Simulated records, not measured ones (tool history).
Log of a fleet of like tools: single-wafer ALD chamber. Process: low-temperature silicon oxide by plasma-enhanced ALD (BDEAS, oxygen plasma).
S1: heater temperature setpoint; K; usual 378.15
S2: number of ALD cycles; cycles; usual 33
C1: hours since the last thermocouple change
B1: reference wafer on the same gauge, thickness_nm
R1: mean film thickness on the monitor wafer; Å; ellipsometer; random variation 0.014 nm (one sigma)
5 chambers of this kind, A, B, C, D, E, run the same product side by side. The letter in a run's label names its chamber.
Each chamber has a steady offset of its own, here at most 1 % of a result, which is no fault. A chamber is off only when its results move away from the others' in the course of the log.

Run 1B, hour 3.9: usual settings; C1 644.9; B1 4.2516. Result: R1 46.400 Å.
Run 2E, hour 9.1: usual settings; C1 1401.0; B1 4.2510. Result: R1 46.232 Å.
Run 3A, hour 13.9: usual settings; C1 617.9; B1 4.2504. Result: R1 46.545 Å.
Run 4D, hour 19.2: usual settings; C1 635.9; B1 4.2463. Result: R1 46.666 Å.
Run 5C, hour 22.8: usual settings; C1 1213.4; B1 4.2503. Result: R1 46.660 Å.
Run 6D, hour 27.0: usual settings; C1 643.7; B1 4.2495. Result: R1 46.546 Å.
Run 7C, hour 31.4: usual settings; C1 1222.0; B1 4.2494. Result: R1 46.866 Å.
Run 8B, hour 36.2: usual settings; C1 677.2; B1 4.2487. Result: R1 46.179 Å.
Run 9E, hour 39.3: usual settings; C1 1431.2; B1 4.2501. Result: R1 46.462 Å.
Run 10A, hour 43.8: usual settings; C1 647.8; B1 4.2500. Result: R1 46.708 Å.
Run 11B, hour 48.3: usual settings; C1 689.3; B1 4.2504. Result: R1 46.396 Å.
Run 12C, hour 52.0: usual settings but S1 386.15 K, S2 29 cycles; C1 1242.6; B1 4.2509. Result: R1 40.433 Å.
Run 13D, hour 57.2: usual settings but S1 386.15 K, S2 29 cycles; C1 673.9; B1 4.2512. Result: R1 40.269 Å.
Run 14A, hour 62.3: usual settings but S1 386.15 K, S2 29 cycles; C1 666.3; B1 4.2510. Result: R1 40.152 Å.
Run 15E, hour 67.7: usual settings but S1 386.15 K, S2 29 cycles; C1 1459.6; B1 4.2476. Result: R1 40.012 Å.
Run 16A, hour 72.8: usual settings but S1 386.15 K, S2 29 cycles; C1 676.8; B1 4.2495. Result: R1 40.593 Å.
Run 17D, hour 76.2: usual settings but S1 390.15 K; C1 692.9; B1 4.2459. Result: R1 45.625 Å.
Run 18E, hour 81.8: usual settings but S1 390.15 K; C1 1473.7; B1 4.2509. Result: R1 45.414 Å.
Run 19B, hour 87.6: usual settings but S1 390.15 K; C1 728.6; B1 4.2548. Result: R1 45.247 Å.
Run 20C, hour 93.4: usual settings but S1 390.15 K; C1 1284.0; B1 4.2477. Result: R1 45.656 Å.
Run 21E, hour 97.3: usual settings but S1 390.15 K; C1 1489.2; B1 4.2501. Result: R1 45.263 Å.
Run 22C, hour 101.0: usual settings but S1 371.15 K, S2 37 cycles; C1 1291.6; B1 4.2499. Result: R1 53.181 Å.
Run 23A, hour 105.7: usual settings but S1 371.15 K, S2 37 cycles; C1 709.7; B1 4.2473. Result: R1 53.084 Å.
Run 24B, hour 109.9: usual settings but S1 371.15 K, S2 37 cycles; C1 750.9; B1 4.2470. Result: R1 52.727 Å.
Run 25D, hour 114.6: usual settings but S1 371.15 K, S2 37 cycles; C1 731.3; B1 4.2506. Result: R1 52.870 Å.
Run 26D, hour 117.9: usual settings but S1 371.15 K, S2 37 cycles; C1 734.6; B1 4.2490. Result: R1 52.776 Å.
Run 27E, hour 122.6: usual settings; C1 1514.5; B1 4.2480. Result: R1 46.613 Å.
Run 28B, hour 128.4: usual settings; C1 769.4; B1 4.2521. Result: R1 46.316 Å.
Run 29A, hour 131.4: usual settings; C1 735.4; B1 4.2506. Result: R1 46.760 Å.
Run 30C, hour 134.5: usual settings; C1 1325.1; B1 4.2519. Result: R1 46.329 Å.
Run 31E, hour 140.3: usual settings; C1 1532.2; B1 4.2501. Result: R1 46.175 Å.
Run 32A, hour 145.2: usual settings; C1 749.2; B1 4.2478. Result: R1 46.735 Å.
Run 33B, hour 150.9: usual settings; C1 791.9; B1 4.2503. Result: R1 46.158 Å.
Run 34D, hour 156.6: usual settings; C1 773.3; B1 4.2484. Result: R1 46.543 Å.
At hour 158.9: chamber E: thermocouple changed; heater temperature recalibrated.
Run 35C, hour 161.6: usual settings; C1 1352.2; B1 4.2466. Result: R1 46.558 Å.
Run 36D, hour 166.5: usual settings; C1 783.2; B1 4.2502. Result: R1 46.654 Å.
Run 37E, hour 171.5: usual settings; C1 12.6; B1 4.2474. Result: R1 46.408 Å.
Run 38B, hour 174.9: usual settings; C1 815.9; B1 4.2514. Result: R1 46.314 Å.
Run 39C, hour 179.0: usual settings; C1 1369.6; B1 4.2489. Result: R1 46.669 Å.
Run 40A, hour 182.2: usual settings; C1 786.2; B1 4.2515. Result: R1 46.904 Å.
Run 41B, hour 186.0: usual settings; C1 827.0; B1 4.2508. Result: R1 46.278 Å.
Run 42A, hour 190.7: usual settings; C1 794.7; B1 4.2501. Result: R1 46.532 Å.
Run 43E, hour 195.4: usual settings; C1 36.5; B1 4.2464. Result: R1 46.263 Å.
Run 44D, hour 199.8: usual settings but S1 392.15 K, S2 29 cycles; C1 816.5; B1 4.2491. Result: R1 39.893 Å.

What goes on in this fleet: one chamber off, a drifting gauge, or nothing beyond the chambers' own small offsets? Name the chamber and the cause, if any.

No chamber stands off beyond its own small offset, and the gauge holds steady.

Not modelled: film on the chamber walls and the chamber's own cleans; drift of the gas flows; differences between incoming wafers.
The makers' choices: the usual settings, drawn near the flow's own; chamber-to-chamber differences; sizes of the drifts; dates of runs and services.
